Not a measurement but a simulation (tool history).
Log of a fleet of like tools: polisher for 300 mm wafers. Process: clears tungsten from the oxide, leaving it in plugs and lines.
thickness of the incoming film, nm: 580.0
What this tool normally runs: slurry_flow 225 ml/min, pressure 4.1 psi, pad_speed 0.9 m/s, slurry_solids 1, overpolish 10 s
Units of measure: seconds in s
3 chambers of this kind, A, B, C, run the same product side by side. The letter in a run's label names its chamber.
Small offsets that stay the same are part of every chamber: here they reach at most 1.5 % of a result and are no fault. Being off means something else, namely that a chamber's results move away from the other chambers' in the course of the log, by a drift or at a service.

| run | day | slurry_flow | pressure | pad_speed | slurry_solids | overpolish | wafers polished on this pad | hours since the slurry nozzle was cleaned | hours since the head pressure was calibrated | hours since the slurry blender was calibrated | hours since the slurry got fresh peroxide | seconds |
|---|---|---|---|---|---|---|---|---|---|---|---|---|
|  | 0.217 | chamber C: worn pad replaced by a new one |
|  | 0.35 | chamber B: worn pad replaced by a new one |
| 1B | 0.425 | 225 | 4.1 | 0.9 | 1 | 10 | 17 | 42.9 | 525.5 | 96.2 | 50.6 | 131.28 |
| 2C | 0.767 | 225 | 4.1 | 0.9 | 1 | 10 | 121 | 826.9 | 411.6 | 40.3 | 66.6 | 132.03 |
| 3A | 1.292 | 225 | 4.1 | 0.9 | 1 | 10 | 565 | 149 | 89.3 | 94.9 | 56.8 | 129.2 |
|  | 1.438 | chamber A: worn pad replaced by a new one |
|  | 1.462 | chamber B: slurry blender recalibrated |
|  | 1.567 | chamber A: slurry tank refilled with fresh slurry and peroxide |
|  | 1.788 | chamber C: slurry nozzle cleaned |
| 4A | 1.821 | 225 | 4.1 | 0.9 | 1 | 10 | 85 | 161.7 | 102 | 107.6 | 6.1 | 129.65 |
| 5C | 2.433 | 225 | 4.1 | 0.9 | 1 | 10 | 487 | 15.6 | 451.6 | 80.3 | 106.6 | 126.28 |
|  | 2.967 | chamber B: worn pad replaced by a new one |
| 6B | 2.992 | 225 | 4.1 | 0.9 | 1 | 10 | 6 | 104.5 | 587.1 | 36.7 | 112.2 | 137 |
| 7A | 3.492 | 225 | 4.1 | 0.9 | 1 | 10 | 452 | 201.8 | 142.1 | 147.7 | 46.2 | 128.83 |
|  | 3.796 | chamber C: worn pad replaced by a new one |
| 8B | 4.088 | 225 | 4.1 | 0.9 | 1 | 10 | 246 | 130.8 | 613.4 | 63 | 138.5 | 132.37 |
|  | 4.208 | chamber A: slurry blender recalibrated |
|  | 4.329 | chamber A: worn pad replaced by a new one |
| 9C | 4.55 | 225 | 4.1 | 0.9 | 1 | 10 | 166 | 66.4 | 502.4 | 131.1 | 157.4 | 124.58 |
|  | 4.583 | chamber A: slurry tank refilled with fresh slurry and peroxide |
| 10C | 4.825 | 225 | 4.1 | 0.9 | 1 | 10 | 226 | 73 | 509 | 137.7 | 164 | 125.22 |
| 11B | 5.117 | 225 | 4.1 | 0.9 | 1 | 10 | 473 | 155.5 | 638.1 | 87.7 | 163.2 | 136.4 |
|  | 5.362 | chamber C: slurry tank refilled with fresh slurry and peroxide |
| 12A | 5.588 | 225 | 4.1 | 0.9 | 1.1 | 10 | 276 | 252.1 | 192.4 | 33.1 | 24.2 | 126.1 |
| 13B | 5.95 | 225 | 4.1 | 0.9 | 1.1 | 10 | 656 | 175.5 | 658.1 | 107.7 | 183.2 | 133.18 |
|  | 5.975 | chamber B: worn pad replaced by a new one |
|  | 6.042 | chamber C: slurry blender recalibrated |
| 14A | 6.296 | 225 | 4.1 | 0.9 | 1.1 | 10 | 432 | 269.1 | 209.4 | 50.1 | 41.2 | 123.14 |
| 15C | 6.608 | 225 | 4.1 | 0.9 | 1 | 10 | 618 | 115.8 | 551.8 | 13.7 | 29.9 | 128.4 |
|  | 6.742 | chamber B: slurry blender recalibrated |
| 16B | 7.188 | 225 | 4.1 | 0.9 | 1 | 10 | 267 | 205.2 | 687.8 | 10.8 | 212.9 | 137.46 |
|  | 7.283 | chamber A: worn pad replaced by a new one |
|  | 7.304 | chamber A: slurry tank refilled with fresh slurry and peroxide |
|  | 7.362 | chamber C: worn pad replaced by a new one |
| 17C | 7.529 | 225 | 4.1 | 0.9 | 1 | 10 | 36 | 137.9 | 573.9 | 35.8 | 52 | 125.79 |
| 18A | 7.967 | 225 | 4.1 | 0.9 | 1 | 10 | 151 | 309.2 | 249.5 | 90.2 | 15.9 | 132.86 |
| 19A | 8.575 | 225 | 4.1 | 0.9 | 1 | 10 | 284 | 323.8 | 264.1 | 104.8 | 30.5 | 126.68 |
| 20C | 8.912 | 225 | 4.1 | 0.9 | 1.25 | 10 | 340 | 171.1 | 607.1 | 69 | 85.2 | 120.75 |
|  | 8.95 | chamber B: worn pad replaced by a new one |
| 21B | 9.254 | 225 | 4.1 | 0.9 | 1.25 | 10 | 66 | 254.8 | 737.4 | 60.4 | 262.5 | 137.23 |
|  | 9.592 | chamber A: worn pad replaced by a new one |
| 22B | 9.771 | 225 | 4.1 | 0.9 | 1.25 | 10 | 180 | 267.2 | 749.8 | 72.8 | 274.9 | 143 |
|  | 9.858 | chamber A: slurry nozzle cleaned |
| 23C | 10.225 | 225 | 3.2 | 0.9 | 0.85 | 10 | 629 | 202.6 | 638.6 | 100.5 | 116.7 | 170.62 |
|  | 10.388 | chamber A: slurry tank refilled with fresh slurry and peroxide |
| 24A | 10.738 | 225 | 3.2 | 0.9 | 0.85 | 10 | 252 | 21.2 | 316 | 156.7 | 8.4 | 166.8 |
| 25A | 11.204 | 225 | 3.2 | 0.9 | 0.85 | 10 | 354 | 32.4 | 327.2 | 167.9 | 19.6 | 174.02 |

Decide between three cases: one chamber stands off from its peers, the gauge reading all wafers drifts, or nothing is wrong past each chamber's small offset. Where a chamber is off, say which and what most likely put it there.

It is chamber B that slowly wanders off from its peers.
Cause: peroxide lost from the slurry, % = 30.7.
With only this log, it may be confused with: head's pressure below its setpoint, %.

Which of the 4 candidates below, each the usual settings with something changed and its results left as question marks, puts chamber B back in line with what the other chambers give on the usual settings?
To be in line, a result may differ from the other chambers' mean on the usual settings by at most: seconds 7.6 s
| 26B-1 | 11.646 | 225 | 4.3 | 0.9 | 1 | 10 |  |  |  |  |  | ? |
| 26B-2 | 11.646 | 225 | 4.4 | 0.98 | 1 | 10 |  |  |  |  |  | ? |
| 26B-3 | 11.646 | 225 | 3.9 | 0.9 | 1 | 10 |  |  |  |  |  | ? |
| 26B-4 | 11.646 | 150 | 4.1 | 0.9 | 0.6 | 10 |  |  |  |  |  | ? |

Other chambers, usual settings, mean: seconds 129.15 s
| run | seconds |
|---|---|
| 26B-1 | 144.75 |
| 26B-2 | 130.04 |
| 26B-3 | 159.75 |
| 26B-4 | 177.96 |
It is 26B-2 that realigns the chamber with its peers.
